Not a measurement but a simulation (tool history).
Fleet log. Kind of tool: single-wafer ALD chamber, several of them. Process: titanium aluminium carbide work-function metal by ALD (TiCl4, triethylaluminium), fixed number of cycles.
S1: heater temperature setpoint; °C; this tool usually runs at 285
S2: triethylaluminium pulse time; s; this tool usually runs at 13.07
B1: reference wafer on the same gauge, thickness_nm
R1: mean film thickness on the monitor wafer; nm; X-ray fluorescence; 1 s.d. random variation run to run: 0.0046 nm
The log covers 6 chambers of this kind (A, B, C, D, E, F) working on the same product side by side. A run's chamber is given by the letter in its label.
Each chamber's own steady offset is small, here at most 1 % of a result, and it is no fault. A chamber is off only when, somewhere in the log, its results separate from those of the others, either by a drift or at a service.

{"run": "1F", "hour": 3.8, "S1": 285, "S2": 13.07, "B1": 1.6804, "R1": 1.9142}
{"run": "2A", "hour": 7.3, "S1": 285, "S2": 13.07, "B1": 1.679, "R1": 1.9195}
{"run": "3B", "hour": 13.2, "S1": 285, "S2": 13.07, "B1": 1.6784, "R1": 1.8994}
{"hour": 16.2, "done": "chamber D: thermocouple changed; heater temperature recalibrated"}
{"run": "4D", "hour": 18.1, "S1": 285, "S2": 13.07, "B1": 1.6788, "R1": 1.9017}
{"run": "5E", "hour": 21.3, "S1": 285, "S2": 13.07, "B1": 1.6798, "R1": 1.9034}
{"run": "6C", "hour": 25.7, "S1": 285, "S2": 13.07, "B1": 1.6793, "R1": 1.8986}
{"run": "7C", "hour": 32.1, "S1": 280, "S2": 10.99, "B1": 1.6799, "R1": 1.8312}
{"run": "8D", "hour": 38.5, "S1": 280, "S2": 10.99, "B1": 1.6798, "R1": 1.8393}
{"run": "9B", "hour": 41.9, "S1": 280, "S2": 10.99, "B1": 1.6798, "R1": 1.8346}
{"run": "10E", "hour": 46.7, "S1": 280, "S2": 10.99, "B1": 1.6809, "R1": 1.8394}
{"run": "11F", "hour": 50.4, "S1": 280, "S2": 10.99, "B1": 1.6805, "R1": 1.8608}
{"run": "12A", "hour": 56.6, "S1": 280, "S2": 10.99, "B1": 1.6801, "R1": 1.8448}
{"run": "13B", "hour": 61.8, "S1": 285, "S2": 13.07, "B1": 1.6802, "R1": 1.907}
{"run": "14A", "hour": 65.9, "S1": 285, "S2": 13.07, "B1": 1.6797, "R1": 1.9192}
{"run": "15F", "hour": 69.1, "S1": 291, "S2": 8.39, "B1": 1.6805, "R1": 1.8809}
{"run": "16C", "hour": 72.6, "S1": 291, "S2": 8.39, "B1": 1.6795, "R1": 1.8572}
{"hour": 73.2, "done": "chamber C: thermocouple changed; heater temperature recalibrated"}
{"run": "17D", "hour": 78.2, "S1": 291, "S2": 8.39, "B1": 1.6794, "R1": 1.8747}
{"run": "18E", "hour": 83.7, "S1": 291, "S2": 8.39, "B1": 1.6789, "R1": 1.8666}
{"run": "19F", "hour": 89.0, "S1": 291, "S2": 8.39, "B1": 1.6789, "R1": 1.8805}
{"run": "20E", "hour": 93.8, "S1": 291, "S2": 8.39, "B1": 1.6801, "R1": 1.866}
{"run": "21B", "hour": 97.1, "S1": 285, "S2": 13.07, "B1": 1.6792, "R1": 1.9049}
{"run": "22A", "hour": 101.1, "S1": 285, "S2": 13.07, "B1": 1.6804, "R1": 1.9289}
{"run": "23C", "hour": 106.2, "S1": 285, "S2": 13.07, "B1": 1.6791, "R1": 1.9029}
{"run": "24D", "hour": 110.6, "S1": 285, "S2": 13.07, "B1": 1.681, "R1": 1.9028}
{"run": "25E", "hour": 117.9, "S1": 285, "S2": 13.07, "B1": 1.6788, "R1": 1.9036}
{"run": "26C", "hour": 125.1, "S1": 285, "S2": 13.07, "B1": 1.6798, "R1": 1.906}
{"run": "27D", "hour": 129.4, "S1": 285, "S2": 13.07, "B1": 1.6801, "R1": 1.9086}
{"hour": 129.6, "done": "chamber A: triethylaluminium bottle replaced"}
{"hour": 130.3, "done": "chamber E: thermocouple changed; heater temperature recalibrated"}
{"run": "28B", "hour": 136.2, "S1": 285, "S2": 13.07, "B1": 1.6798, "R1": 1.8907}
{"run": "29F", "hour": 140.3, "S1": 285, "S2": 13.07, "B1": 1.68, "R1": 1.9154}
{"run": "30A", "hour": 146.0, "S1": 285, "S2": 13.07, "B1": 1.6797, "R1": 1.9177}
{"run": "31D", "hour": 150.3, "S1": 285, "S2": 13.07, "B1": 1.6799, "R1": 1.9107}
{"run": "32C", "hour": 157.0, "S1": 285, "S2": 13.07, "B1": 1.68, "R1": 1.9012}
{"run": "33B", "hour": 164.1, "S1": 285, "S2": 13.07, "B1": 1.6794, "R1": 1.8933}
{"run": "34A", "hour": 169.4, "S1": 296, "S2": 10.83, "B1": 1.681, "R1": 1.9954}
{"run": "35E", "hour": 173.0, "S1": 296, "S2": 10.83, "B1": 1.6803, "R1": 1.9249}
{"run": "36F", "hour": 178.8, "S1": 296, "S2": 10.83, "B1": 1.6785, "R1": 1.9897}
{"run": "37F", "hour": 185.2, "S1": 296, "S2": 10.83, "B1": 1.6789, "R1": 1.9868}
{"run": "38B", "hour": 192.5, "S1": 296, "S2": 10.83, "B1": 1.6803, "R1": 1.9768}
{"run": "39A", "hour": 199.5, "S1": 296, "S2": 10.83, "B1": 1.6794, "R1": 1.9925}
{"run": "40E", "hour": 204.2, "S1": 277, "S2": 18.12, "B1": 1.6807, "R1": 1.8132}
{"run": "41D", "hour": 208.9, "S1": 277, "S2": 18.12, "B1": 1.6797, "R1": 1.8538}
{"run": "42C", "hour": 215.6, "S1": 277, "S2": 18.12, "B1": 1.6809, "R1": 1.8489}

All chambers now run identical settings, listed one chamber a line with results as question marks. What results will each chamber show?
{"run": "43A", "hour": 220.8, "S1": 295, "S2": 13.07, "R1": "?"}
{"run": "43B", "hour": 220.8, "S1": 295, "S2": 13.07, "R1": "?"}
{"run": "43C", "hour": 220.8, "S1": 295, "S2": 13.07, "R1": "?"}
{"run": "43D", "hour": 220.8, "S1": 295, "S2": 13.07, "R1": "?"}
{"run": "43E", "hour": 220.8, "S1": 295, "S2": 13.07, "R1": "?"}
{"run": "43F", "hour": 220.8, "S1": 295, "S2": 13.07, "R1": "?"}

run=43A R1=2.0104
run=43B R1=1.985
run=43C R1=1.9823
run=43D R1=1.9987
run=43E R1=1.9463
run=43F R1=2.0029
